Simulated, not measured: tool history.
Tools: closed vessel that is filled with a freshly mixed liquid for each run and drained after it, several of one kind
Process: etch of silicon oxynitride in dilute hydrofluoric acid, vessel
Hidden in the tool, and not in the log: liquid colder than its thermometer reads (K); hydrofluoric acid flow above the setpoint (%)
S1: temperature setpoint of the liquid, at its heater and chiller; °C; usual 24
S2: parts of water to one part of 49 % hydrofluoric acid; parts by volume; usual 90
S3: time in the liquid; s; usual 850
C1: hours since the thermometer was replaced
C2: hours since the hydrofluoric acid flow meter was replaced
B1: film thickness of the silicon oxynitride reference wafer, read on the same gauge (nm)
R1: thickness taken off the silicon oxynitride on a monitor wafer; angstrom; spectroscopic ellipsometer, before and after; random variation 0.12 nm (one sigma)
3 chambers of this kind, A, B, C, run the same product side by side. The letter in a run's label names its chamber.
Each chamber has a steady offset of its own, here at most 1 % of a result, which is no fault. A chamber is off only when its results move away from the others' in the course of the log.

run 1B hour=9.9 | S1=24 S2=90 S3=850 | C1=161 C2=555.2 | B1=29.985 | R1=192.74
run 2A hour=20.4 | S1=24 S2=90 S3=850 | C1=907.9 C2=350.5 | B1=29.996 | R1=191.44
run 3C hour=28.3 | S1=24 S2=90 S3=850 | C1=1749.1 C2=70.7 | B1=30.003 | R1=194.68
run 4A hour=39.3 | S1=24 S2=90 S3=850 | C1=926.8 C2=369.4 | B1=29.994 | R1=192.87
run 5B hour=44.9 | S1=24 S2=90 S3=850 | C1=196 C2=590.2 | B1=30.02 | R1=191.88
run 6C hour=54.4 | S1=24 S2=90 S3=850 | C1=1775.2 C2=96.8 | B1=29.996 | R1=192.85
run 7A hour=63.5 | S1=24 S2=90 S3=850 | C1=951 C2=393.6 | B1=29.986 | R1=191.79
run 8C hour=72.6 | S1=24 S2=90 S3=850 | C1=1793.4 C2=115 | B1=30.006 | R1=191.35
run 9B hour=77.9 | S1=24 S2=90 S3=850 | C1=229 C2=623.2 | B1=30.015 | R1=189.47
run 10C hour=85.3 | S1=24 S2=90 S3=850 | C1=1806.1 C2=127.7 | B1=30.017 | R1=193.71
run 11B hour=96.8 | S1=24 S2=90 S3=850 | C1=247.9 C2=642.1 | B1=30.018 | R1=189.58
run 12A hour=102.3 | S1=24 S2=90 S3=850 | C1=989.8 C2=432.4 | B1=30.012 | R1=190.58
run 13B hour=108.4 | S1=24 S2=90 S3=850 | C1=259.5 C2=653.7 | B1=29.978 | R1=191.75
run 14A hour=116.6 | S1=24 S2=90 S3=1070 | C1=1004.1 C2=446.7 | B1=30.003 | R1=238.99
run 15C hour=125.5 | S1=24 S2=90 S3=1070 | C1=1846.3 C2=167.9 | B1=29.978 | R1=243.02
run 16B hour=132.6 | S1=24 S2=90 S3=1070 | C1=283.7 C2=677.9 | B1=30.002 | R1=242.02
run 17A hour=142.4 | S1=24 S2=90 S3=850 | C1=1029.9 C2=472.5 | B1=29.99 | R1=190.99
-- hour=149.8 chamber A: hydrofluoric acid flow meter replaced
run 18C hour=150.9 | S1=24 S2=90 S3=850 | C1=1871.7 C2=193.3 | B1=30.022 | R1=191.23
run 19B hour=158 | S1=24 S2=90 S3=850 | C1=309.1 C2=703.3 | B1=29.979 | R1=189.78
run 20A hour=164.1 | S1=24 S2=90 S3=850 | C1=1051.6 C2=14.4 | B1=29.998 | R1=190.71
run 21C hour=170.2 | S1=24 S2=90 S3=850 | C1=1891 C2=212.6 | B1=29.987 | R1=190.41
run 22A hour=180.1 | S1=24 S2=90 S3=510 | C1=1067.6 C2=30.4 | B1=29.959 | R1=114
run 23B hour=186.5 | S1=24 S2=90 S3=510 | C1=337.6 C2=731.8 | B1=29.979 | R1=114.57
run 24C hour=196.9 | S1=24 S2=90 S3=510 | C1=1917.7 C2=239.3 | B1=29.987 | R1=115.59
run 25A hour=207 | S1=24 S2=90 S3=850 | C1=1094.5 C2=57.3 | B1=30.007 | R1=191.03
run 26C hour=215 | S1=24 S2=90 S3=850 | C1=1935.8 C2=257.4 | B1=30.022 | R1=192.14
run 27B hour=221.2 | S1=24 S2=90 S3=850 | C1=372.3 C2=766.5 | B1=29.991 | R1=188.58
run 28A hour=228.4 | S1=24 S2=90 S3=850 | C1=1115.9 C2=78.7 | B1=30.029 | R1=191.92
run 29B hour=233.7 | S1=24 S2=90 S3=850 | C1=384.8 C2=779 | B1=29.981 | R1=190.55
run 30C hour=242.9 | S1=24 S2=90 S3=850 | C1=1963.7 C2=285.3 | B1=30.028 | R1=192.39
run 31A hour=249.5 | S1=24 S2=90 S3=850 | C1=1137 C2=99.8 | B1=29.987 | R1=193
run 32C hour=255.5 | S1=24 S2=90 S3=850 | C1=1976.3 C2=297.9 | B1=30.005 | R1=192.1
run 33B hour=263.5 | S1=24 S2=90 S3=850 | C1=414.6 C2=808.8 | B1=29.979 | R1=190.61
run 34A hour=272.4 | S1=24 S2=90 S3=850 | C1=1159.9 C2=122.7 | B1=30.003 | R1=187.82
run 35B hour=280.1 | S1=24 S2=125 S3=560 | C1=431.2 C2=825.4 | B1=29.979 | R1=87.681
run 36C hour=287.6 | S1=24 S2=125 S3=560 | C1=2008.4 C2=330 | B1=30.006 | R1=88.271
run 37C hour=293.1 | S1=24 S2=125 S3=560 | C1=2013.9 C2=335.5 | B1=30.021 | R1=89.648
run 38B hour=303.5 | S1=24 S2=90 S3=1230 | C1=454.6 C2=848.8 | B1=30 | R1=274.6
run 39A hour=313 | S1=24 S2=90 S3=1230 | C1=1200.5 C2=163.3 | B1=30.02 | R1=275.85
run 40B hour=318.4 | S1=24 S2=90 S3=1230 | C1=469.5 C2=863.7 | B1=30.014 | R1=274.28
run 41A hour=326.6 | S1=24 S2=90 S3=850 | C1=1214.1 C2=176.9 | B1=29.986 | R1=189.24

What goes on in this fleet: one chamber off, a drifting gauge, or nothing beyond the chambers' own small offsets? Name the chamber and the cause, if any.

No chamber stands off beyond its own small offset, and the gauge holds steady.
